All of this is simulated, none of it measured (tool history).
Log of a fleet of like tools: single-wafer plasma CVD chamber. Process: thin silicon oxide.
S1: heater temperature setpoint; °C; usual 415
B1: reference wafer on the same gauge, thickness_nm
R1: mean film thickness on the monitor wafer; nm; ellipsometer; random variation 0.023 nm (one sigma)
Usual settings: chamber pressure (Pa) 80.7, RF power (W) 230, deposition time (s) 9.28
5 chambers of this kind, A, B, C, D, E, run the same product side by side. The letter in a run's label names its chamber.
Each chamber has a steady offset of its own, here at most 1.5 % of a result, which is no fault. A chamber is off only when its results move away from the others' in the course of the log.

run 1A hour=12.4 | S1=415 chamber_pressure_(Pa)=80.7 RF_power_(W)=230 deposition_time_(s)=9.28 | B1=10.299 | R1=11.212
run 2B hour=19.7 | S1=415 chamber_pressure_(Pa)=80.7 RF_power_(W)=230 deposition_time_(s)=9.28 | B1=10.304 | R1=11.096
-- hour=27.5 chamber D: thermocouple changed; heater temperature recalibrated
run 3E hour=31.2 | S1=415 chamber_pressure_(Pa)=80.7 RF_power_(W)=230 deposition_time_(s)=9.28 | B1=10.301 | R1=11.113
run 4C hour=41.3 | S1=415 chamber_pressure_(Pa)=80.7 RF_power_(W)=230 deposition_time_(s)=9.28 | B1=10.295 | R1=11.175
run 5D hour=49.5 | S1=415 chamber_pressure_(Pa)=80.7 RF_power_(W)=230 deposition_time_(s)=9.28 | B1=10.296 | R1=11.192
run 6E hour=57.9 | S1=415 chamber_pressure_(Pa)=80.7 RF_power_(W)=230 deposition_time_(s)=9.28 | B1=10.296 | R1=11.13
-- hour=60 chamber D: capacitance manometer re-zeroed and calibrated
run 7B hour=64.5 | S1=415 chamber_pressure_(Pa)=80.7 RF_power_(W)=230 deposition_time_(s)=9.28 | B1=10.302 | R1=11.131
run 8D hour=74 | S1=415 chamber_pressure_(Pa)=80.7 RF_power_(W)=230 deposition_time_(s)=9.28 | B1=10.3 | R1=11.162
run 9C hour=81.6 | S1=415 chamber_pressure_(Pa)=80.7 RF_power_(W)=230 deposition_time_(s)=9.28 | B1=10.296 | R1=11.185
run 10A hour=88.4 | S1=415 chamber_pressure_(Pa)=80.7 RF_power_(W)=230 deposition_time_(s)=9.28 | B1=10.302 | R1=11.19
-- hour=90.3 chamber A: thermocouple changed; heater temperature recalibrated
run 11E hour=100.5 | S1=415 chamber_pressure_(Pa)=80.7 RF_power_(W)=230 deposition_time_(s)=9.28 | B1=10.298 | R1=11.175
run 12B hour=111 | S1=415 chamber_pressure_(Pa)=80.7 RF_power_(W)=230 deposition_time_(s)=9.28 | B1=10.299 | R1=11.109
run 13C hour=119.5 | S1=415 chamber_pressure_(Pa)=80.7 RF_power_(W)=230 deposition_time_(s)=9.28 | B1=10.301 | R1=11.2
-- hour=126.6 chamber B: RF generator calibrated
run 14D hour=129.7 | S1=426 chamber_pressure_(Pa)=93.9 RF_power_(W)=230 deposition_time_(s)=9.28 | B1=10.298 | R1=13.022
run 15A hour=138.3 | S1=426 chamber_pressure_(Pa)=93.9 RF_power_(W)=230 deposition_time_(s)=9.28 | B1=10.304 | R1=13.031
run 16E hour=146.9 | S1=426 chamber_pressure_(Pa)=93.9 RF_power_(W)=230 deposition_time_(s)=9.28 | B1=10.293 | R1=13.087
-- hour=151.4 chamber A: RF generator calibrated
run 17D hour=155.2 | S1=426 chamber_pressure_(Pa)=93.9 RF_power_(W)=230 deposition_time_(s)=9.28 | B1=10.299 | R1=12.989
run 18B hour=163.3 | S1=426 chamber_pressure_(Pa)=93.9 RF_power_(W)=230 deposition_time_(s)=9.28 | B1=10.299 | R1=12.925
run 19A hour=172.8 | S1=424 chamber_pressure_(Pa)=71.9 RF_power_(W)=230 deposition_time_(s)=9.28 | B1=10.299 | R1=9.817
run 20C hour=185.5 | S1=424 chamber_pressure_(Pa)=71.9 RF_power_(W)=230 deposition_time_(s)=9.28 | B1=10.301 | R1=9.7561
run 21E hour=191.8 | S1=424 chamber_pressure_(Pa)=71.9 RF_power_(W)=230 deposition_time_(s)=9.28 | B1=10.297 | R1=9.7595
run 22C hour=197.9 | S1=424 chamber_pressure_(Pa)=71.9 RF_power_(W)=230 deposition_time_(s)=9.28 | B1=10.304 | R1=9.7719
run 23B hour=207 | S1=424 chamber_pressure_(Pa)=71.9 RF_power_(W)=230 deposition_time_(s)=9.28 | B1=10.298 | R1=9.8032
run 24A hour=217.3 | S1=415 chamber_pressure_(Pa)=80.7 RF_power_(W)=230 deposition_time_(s)=9.28 | B1=10.296 | R1=11.179
run 25D hour=227.7 | S1=415 chamber_pressure_(Pa)=80.7 RF_power_(W)=230 deposition_time_(s)=9.28 | B1=10.3 | R1=11.163
run 26C hour=234.4 | S1=415 chamber_pressure_(Pa)=80.7 RF_power_(W)=230 deposition_time_(s)=9.28 | B1=10.302 | R1=11.145
-- hour=239.2 chamber D: RF generator calibrated
run 27A hour=245.6 | S1=415 chamber_pressure_(Pa)=80.7 RF_power_(W)=230 deposition_time_(s)=9.28 | B1=10.295 | R1=11.198
run 28D hour=256 | S1=415 chamber_pressure_(Pa)=80.7 RF_power_(W)=230 deposition_time_(s)=9.28 | B1=10.305 | R1=11.181
run 29B hour=263.4 | S1=415 chamber_pressure_(Pa)=80.7 RF_power_(W)=230 deposition_time_(s)=9.28 | B1=10.301 | R1=11.101
run 30E hour=275.3 | S1=415 chamber_pressure_(Pa)=80.7 RF_power_(W)=230 deposition_time_(s)=9.28 | B1=10.298 | R1=11.142
run 31B hour=284.7 | S1=415 chamber_pressure_(Pa)=80.7 RF_power_(W)=230 deposition_time_(s)=9.28 | B1=10.303 | R1=11.139

Next, every chamber runs the same settings. What will each give?
run 32A hour=293.9 | S1=415 chamber_pressure_(Pa)=80.7 RF_power_(W)=230 deposition_time_(s)=9.28 | R1=?
run 32B hour=293.9 | S1=415 chamber_pressure_(Pa)=80.7 RF_power_(W)=230 deposition_time_(s)=9.28 | R1=?
run 32C hour=293.9 | S1=415 chamber_pressure_(Pa)=80.7 RF_power_(W)=230 deposition_time_(s)=9.28 | R1=?
run 32D hour=293.9 | S1=415 chamber_pressure_(Pa)=80.7 RF_power_(W)=230 deposition_time_(s)=9.28 | R1=?
run 32E hour=293.9 | S1=415 chamber_pressure_(Pa)=80.7 RF_power_(W)=230 deposition_time_(s)=9.28 | R1=?

run=32A R1=11.161
run=32B R1=11.06
run=32C R1=11.226
run=32D R1=11.18
run=32E R1=11.106
